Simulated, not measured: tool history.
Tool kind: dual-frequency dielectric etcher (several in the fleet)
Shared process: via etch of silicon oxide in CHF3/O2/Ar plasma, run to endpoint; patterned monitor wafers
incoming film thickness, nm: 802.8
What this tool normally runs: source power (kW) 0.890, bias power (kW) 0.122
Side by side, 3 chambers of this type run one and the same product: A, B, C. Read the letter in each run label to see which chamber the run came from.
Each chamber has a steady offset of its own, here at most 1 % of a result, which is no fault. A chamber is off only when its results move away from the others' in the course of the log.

| run | hour | source power (kW) | bias power (kW) | hours since the last wet clean | hours since the last source power generator calibration | hours since the last bias power generator calibration | endpoint time (s) |
|---|---|---|---|---|---|---|---|
| 1B | 5.8 | 0.890 | 0.122 | 507.0 | 504.9 | 1889.7 | 392.51 |
| 2C | 12.7 | 0.890 | 0.122 | 247.3 | 1324.5 | 375.9 | 397.32 |
| 3A | 16.5 | 0.890 | 0.122 | 136.2 | 2229.4 | 1038.3 | 395.55 |
| 4B | 23.8 | 0.890 | 0.122 | 525.0 | 522.9 | 1907.7 | 392.75 |
| 5A | 28.8 | 0.890 | 0.122 | 148.5 | 2241.7 | 1050.6 | 394.20 |
| 6C | 35.6 | 0.890 | 0.122 | 270.2 | 1347.4 | 398.8 | 391.50 |
| 7A | 43.1 | 0.890 | 0.098 | 162.8 | 2256.0 | 1064.9 | 417.67 |
| 8B | 49.1 | 0.890 | 0.098 | 550.3 | 548.2 | 1933.0 | 416.80 |
| 9C | 55.5 | 0.890 | 0.098 | 290.1 | 1367.3 | 418.7 | 424.98 |
| 10A | 60.8 | 0.890 | 0.122 | 180.5 | 2273.7 | 1082.6 | 392.37 |
| 11C | 67.1 | 0.890 | 0.122 | 301.7 | 1378.9 | 430.3 | 395.85 |
| 12B | 71.7 | 0.890 | 0.122 | 572.9 | 570.8 | 1955.6 | 389.53 |
| 13C | 77.9 | 0.890 | 0.122 | 312.5 | 1389.7 | 441.1 | 397.96 |
| 14B | 84.4 | 1.010 | 0.122 | 585.6 | 583.5 | 1968.3 | 366.89 |
| 15A | 90.8 | 1.010 | 0.122 | 210.5 | 2303.7 | 1112.6 | 377.47 |
| 16A | 94.8 | 1.010 | 0.122 | 214.5 | 2307.7 | 1116.6 | 375.95 |
| 17C | 102.0 | 0.890 | 0.122 | 336.6 | 1413.8 | 465.2 | 395.80 |
| 18B | 108.3 | 0.890 | 0.122 | 609.5 | 607.4 | 1992.2 | 394.25 |
|  | 109.1 | chamber B: wet clean of the chamber |
| 19A | 113.3 | 0.800 | 0.103 | 233.0 | 2326.2 | 1135.1 | 432.44 |
| 20C | 119.8 | 0.800 | 0.103 | 354.4 | 1431.6 | 483.0 | 431.64 |
| 21B | 124.4 | 0.800 | 0.103 | 15.3 | 623.5 | 2008.3 | 427.90 |
| 22A | 129.8 | 0.890 | 0.122 | 249.5 | 2342.7 | 1151.6 | 387.47 |
| 23C | 137.6 | 0.890 | 0.122 | 372.2 | 1449.4 | 500.8 | 398.37 |
| 24B | 145.4 | 0.890 | 0.122 | 36.3 | 644.5 | 2029.3 | 389.09 |
| 25B | 152.3 | 0.890 | 0.122 | 43.2 | 651.4 | 2036.2 | 388.83 |
| 26A | 156.2 | 0.890 | 0.122 | 275.9 | 2369.1 | 1178.0 | 394.70 |
| 27C | 162.0 | 0.890 | 0.122 | 396.6 | 1473.8 | 525.2 | 395.60 |
| 28C | 166.7 | 0.890 | 0.122 | 401.3 | 1478.5 | 529.9 | 395.11 |
| 29A | 173.8 | 0.890 | 0.122 | 293.5 | 2386.7 | 1195.6 | 391.32 |
| 30B | 177.6 | 0.890 | 0.122 | 68.5 | 676.7 | 2061.5 | 389.21 |
| 31C | 185.2 | 0.800 | 0.122 | 419.8 | 1497.0 | 548.4 | 409.93 |
| 32B | 192.1 | 0.800 | 0.122 | 83.0 | 691.2 | 2076.0 | 403.49 |

Is one chamber off against the others, does the gauge drift, or is nothing wrong? If a chamber is off, say which, and what the likeliest cause is.

No chamber is off and the gauge is stable; the differences are just each chamber's small, constant offset.
